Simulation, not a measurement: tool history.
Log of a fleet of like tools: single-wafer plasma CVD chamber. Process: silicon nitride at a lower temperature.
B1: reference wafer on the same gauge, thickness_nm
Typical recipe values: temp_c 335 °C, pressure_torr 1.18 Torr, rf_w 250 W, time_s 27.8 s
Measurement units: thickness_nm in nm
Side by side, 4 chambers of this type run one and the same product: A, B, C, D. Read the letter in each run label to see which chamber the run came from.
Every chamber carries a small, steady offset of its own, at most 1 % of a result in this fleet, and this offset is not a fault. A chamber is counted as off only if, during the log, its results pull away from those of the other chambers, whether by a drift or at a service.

Run 1B, hour 7.2: usual settings; B1 27.773. Result: thickness_nm 26.508 nm.
Run 2C, hour 15.7: usual settings; B1 27.794. Result: thickness_nm 26.313 nm.
Run 3D, hour 23.2: usual settings; B1 27.822. Result: thickness_nm 26.605 nm.
Run 4A, hour 27.3: usual settings; B1 27.809. Result: thickness_nm 26.621 nm.
At hour 31.4: chamber A: capacitance manometer re-zeroed and calibrated.
Run 5D, hour 34.7: usual settings; B1 27.805. Result: thickness_nm 26.814 nm.
Run 6A, hour 43.3: usual settings; B1 27.801. Result: thickness_nm 26.51 nm.
Run 7C, hour 51.3: usual settings; B1 27.786. Result: thickness_nm 26.397 nm.
Run 8B, hour 55.9: usual settings; B1 27.803. Result: thickness_nm 26.381 nm.
Run 9D, hour 63: usual settings; B1 27.787. Result: thickness_nm 26.68 nm.
Run 10C, hour 71.9: usual settings; B1 27.782. Result: thickness_nm 26.21 nm.
Run 11A, hour 77.8: usual settings; B1 27.811. Result: thickness_nm 26.488 nm.
Run 12B, hour 82.6: usual settings; B1 27.783. Result: thickness_nm 26.197 nm.
Run 13A, hour 89.7: usual settings; B1 27.788. Result: thickness_nm 26.56 nm.
Run 14C, hour 95.4: usual settings; B1 27.784. Result: thickness_nm 26.149 nm.
Run 15D, hour 103.8: usual settings; B1 27.8. Result: thickness_nm 26.623 nm.
Run 16B, hour 110: usual settings; B1 27.798. Result: thickness_nm 26.323 nm.
Run 17B, hour 116.8: usual settings; B1 27.78. Result: thickness_nm 26.389 nm.
Run 18A, hour 123.6: usual settings; B1 27.788. Result: thickness_nm 26.493 nm.
Run 19D, hour 128.5: usual settings; B1 27.79. Result: thickness_nm 26.568 nm.
Run 20C, hour 137.5: usual settings; B1 27.779. Result: thickness_nm 25.845 nm.
Run 21D, hour 143.7: usual settings; B1 27.778. Result: thickness_nm 26.652 nm.
Run 22A, hour 152.4: usual settings; B1 27.789. Result: thickness_nm 26.43 nm.
Run 23B, hour 156.6: usual settings but rf_w 230 W, time_s 30.1 s; B1 27.815. Result: thickness_nm 26.937 nm.
Run 24C, hour 165.4: usual settings but rf_w 230 W, time_s 30.1 s; B1 27.77. Result: thickness_nm 26.22 nm.
Run 25A, hour 173.1: usual settings but rf_w 230 W, time_s 30.1 s; B1 27.801. Result: thickness_nm 26.971 nm.
Run 26D, hour 178.3: usual settings but rf_w 230 W, time_s 30.1 s; B1 27.791. Result: thickness_nm 27.069 nm.
Run 27C, hour 184.2: usual settings; B1 27.815. Result: thickness_nm 25.568 nm.
Run 28B, hour 191.2: usual settings; B1 27.794. Result: thickness_nm 26.452 nm.
Run 29C, hour 197.5: usual settings; B1 27.808. Result: thickness_nm 25.494 nm.

Predict what each chamber gives when all 4 of them run the settings below next.
Run 30A, hour 204.1: usual settings. Result: thickness_nm ?.
Run 30B, hour 204.1: usual settings. Result: thickness_nm ?.
Run 30C, hour 204.1: usual settings. Result: thickness_nm ?.
Run 30D, hour 204.1: usual settings. Result: thickness_nm ?.

run  thickness_nm
30A         26.48
30B        26.519
30C        25.177
30D        26.673
